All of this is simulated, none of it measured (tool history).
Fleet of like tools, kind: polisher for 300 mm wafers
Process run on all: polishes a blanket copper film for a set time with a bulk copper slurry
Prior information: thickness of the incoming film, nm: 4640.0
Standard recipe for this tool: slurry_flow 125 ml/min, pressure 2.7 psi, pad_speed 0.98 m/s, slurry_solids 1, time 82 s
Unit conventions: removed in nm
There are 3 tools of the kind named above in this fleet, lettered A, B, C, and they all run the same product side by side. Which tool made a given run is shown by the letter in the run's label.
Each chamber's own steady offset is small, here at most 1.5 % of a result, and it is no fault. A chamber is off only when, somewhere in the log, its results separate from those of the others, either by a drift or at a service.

run	hour	slurry_flow	pressure	pad_speed	slurry_solids	time	removed
# hour 6: chamber B: slurry blender recalibrated
1C	6.4	125	2.7	0.98	1	82	779.45
2B	13.6	125	2.7	0.98	1	82	789.14
3A	19.7	125	2.7	0.98	1	82	791.97
# hour 20.1: chamber C: worn pad replaced by a new one
4C	23	125	2.7	0.98	1	82	758.2
5B	27.1	125	2.7	0.98	1	82	774.34
6A	31.5	125	2.7	0.98	1	82	784.48
7A	34.7	150	2.7	0.98	1	82	814.47
8C	38.9	150	2.7	0.98	1	82	786.88
9B	44	150	2.7	0.98	1	82	791.14
# hour 45.5: chamber B: worn pad replaced by a new one
10B	48.4	125	2.7	0.98	1	82	786.14
# hour 51.8: chamber C: slurry blender recalibrated
11C	54	125	2.7	0.98	1	82	747.39
# hour 59.8: chamber A: slurry nozzle cleaned
12A	60.3	125	2.7	0.98	1	82	779.79
# hour 61.8: chamber A: worn pad replaced by a new one
13A	66.1	125	2.7	0.98	1	82	782.71
14B	70.9	125	2.7	0.98	1	82	769.78
15C	77.7	125	2.7	0.98	1	82	751.27
16B	82.4	125	2.7	0.98	1	82	794.02
17A	86.3	125	2.7	0.98	1	82	793.52
18C	92.3	125	2.7	0.98	1	82	716.25
19B	96.9	125	2.7	0.98	1	82	781.99
# hour 102.3: chamber C: head pressure recalibrated
20C	103.3	125	2.7	0.98	1	82	707.66
21A	106.8	125	2.7	0.98	1	82	760.3
22B	112.4	125	2.7	0.98	1	82	784.16
23C	117.4	125	2.7	0.98	1	82	688.04
24A	122.7	125	2.7	0.98	1	82	784.99
25A	126.8	125	2.7	0.98	1	82	799.84
# hour 128.7: chamber C: worn pad replaced by a new one
26C	132.3	125	2.7	0.98	1	82	688.22

Does one chamber stand apart from the rest, does the shared gauge drift, or is all well apart from small per-chamber offsets? Give the chamber and the most likely cause, where there is one.

It is chamber C that slowly wanders off from its peers.
Most likely cause: slurry flow missing at the pad, % = 36.4.

Below are 4 candidate recipes for chamber C's next run, each the usual settings with a change, their results shown as question marks. Which of them brings C's results back in line with what the other chambers give on the usual settings?
In line here means within this much of the mean the other chambers give on the usual settings: removed 35 nm
27C-1	137.5	125	2.7	0.98	1.25	82	?
27C-2	137.5	125	2.7	0.98	0.75	82	?
27C-3	137.5	120	2.6	0.92	1	82	?
27C-4	137.5	125	2.8	1.02	1	86	?

Other chambers, usual settings, mean: removed 781.17 nm
run	removed
27C-1	717.8
27C-2	644.76
27C-3	610.18
27C-4	775.02
The answer is 27C-4, which returns the chamber to within the allowed miss of the others.
